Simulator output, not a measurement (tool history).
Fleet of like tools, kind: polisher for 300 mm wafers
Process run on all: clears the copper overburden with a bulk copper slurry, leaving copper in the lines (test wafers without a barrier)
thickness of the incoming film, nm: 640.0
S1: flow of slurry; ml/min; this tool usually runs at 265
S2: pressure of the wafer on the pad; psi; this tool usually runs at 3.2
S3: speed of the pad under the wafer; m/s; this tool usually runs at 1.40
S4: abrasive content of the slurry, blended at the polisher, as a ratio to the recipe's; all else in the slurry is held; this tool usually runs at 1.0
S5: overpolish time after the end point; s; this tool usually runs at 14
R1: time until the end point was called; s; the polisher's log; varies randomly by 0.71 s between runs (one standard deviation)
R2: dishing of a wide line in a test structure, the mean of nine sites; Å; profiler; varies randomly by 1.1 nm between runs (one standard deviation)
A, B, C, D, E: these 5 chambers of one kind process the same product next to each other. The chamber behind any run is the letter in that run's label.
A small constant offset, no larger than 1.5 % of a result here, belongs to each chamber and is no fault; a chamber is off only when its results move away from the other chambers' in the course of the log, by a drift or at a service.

run	hour	S1	S2	S3	S4	S5	R1	R2
# hour 1.1: chamber D: slurry nozzle cleaned
1A	2.3	265	3.2	1.40	1.0	14	52.918	711.37
2D	7.1	265	3.2	1.40	1.0	14	52.205	715.20
3E	9.7	265	3.2	1.40	1.0	14	52.038	713.55
# hour 12.6: chamber B: worn pad replaced by a new one
4B	14.4	265	3.2	1.40	1.0	14	53.577	720.70
5C	18.1	265	3.2	1.40	1.0	14	51.615	720.78
6E	20.3	265	3.2	1.40	1.0	14	52.491	737.41
# hour 23.4: chamber E: worn pad replaced by a new one
7D	24.9	265	3.2	1.40	1.0	14	52.069	703.87
8C	28.6	265	3.2	1.40	1.0	14	53.314	717.15
9A	33.0	265	3.2	1.40	1.0	14	53.299	713.14
10B	35.4	265	3.2	1.40	1.0	14	53.203	715.11
# hour 37.4: chamber A: slurry blender recalibrated
11C	39.5	265	3.6	1.40	1.0	14	47.759	748.10
12E	44.2	265	3.6	1.40	1.0	14	46.884	782.73
13D	47.7	265	3.6	1.40	1.0	14	45.897	756.44
14B	50.2	265	3.6	1.40	1.0	14	46.828	752.96
15A	53.4	265	3.6	1.40	1.0	14	46.778	767.01
16A	56.3	265	3.2	1.40	1.0	14	53.582	718.34
17B	59.1	265	3.2	1.40	1.0	14	52.963	702.89
# hour 62.9: chamber A: worn pad replaced by a new one
# hour 63.8: chamber D: worn pad replaced by a new one
18E	63.8	265	3.2	1.40	1.0	14	52.727	709.81
19D	68.0	265	3.2	1.40	1.0	14	51.391	725.39
20C	71.0	265	3.2	1.40	1.0	14	55.178	717.67
# hour 72.7: chamber E: slurry blender recalibrated
# hour 72.8: chamber B: slurry blender recalibrated
21E	73.4	265	3.2	1.40	1.0	14	53.622	726.68
22B	77.2	265	3.2	1.40	1.0	14	51.558	720.19
23C	81.9	265	3.2	1.40	1.0	14	57.909	696.75
# hour 83.2: chamber E: slurry nozzle cleaned
24D	85.4	265	3.2	1.40	1.0	14	52.175	706.23
25A	88.1	265	3.2	1.40	1.0	14	52.823	718.52
26E	92.1	265	3.2	1.16	1.2	14	61.181	666.84
27D	95.1	265	3.2	1.16	1.2	14	61.641	647.26
28A	97.3	265	3.2	1.16	1.2	14	61.891	670.93
29C	101.9	265	3.2	1.16	1.2	14	67.184	661.16
30B	106.1	265	3.2	1.16	1.2	14	60.378	671.72
31D	110.0	220	3.2	1.40	1.0	14	54.756	719.32
32A	114.3	220	3.2	1.40	1.0	14	53.325	717.63
33E	117.8	220	3.2	1.40	1.0	14	53.149	705.36
34B	121.5	220	3.2	1.40	1.0	14	54.013	710.86

Predict what each chamber gives when all 5 of them run the settings below next.
35A	124.9	265	3.2	1.40	1.0	14	?	?
35B	124.9	265	3.2	1.40	1.0	14	?	?
35C	124.9	265	3.2	1.40	1.0	14	?	?
35D	124.9	265	3.2	1.40	1.0	14	?	?
35E	124.9	265	3.2	1.40	1.0	14	?	?

run	R1	R2
35A	53.853	731.52
35B	52.333	732.68
35C	60.215	664.03
35D	52.395	725.10
35E	52.010	712.11
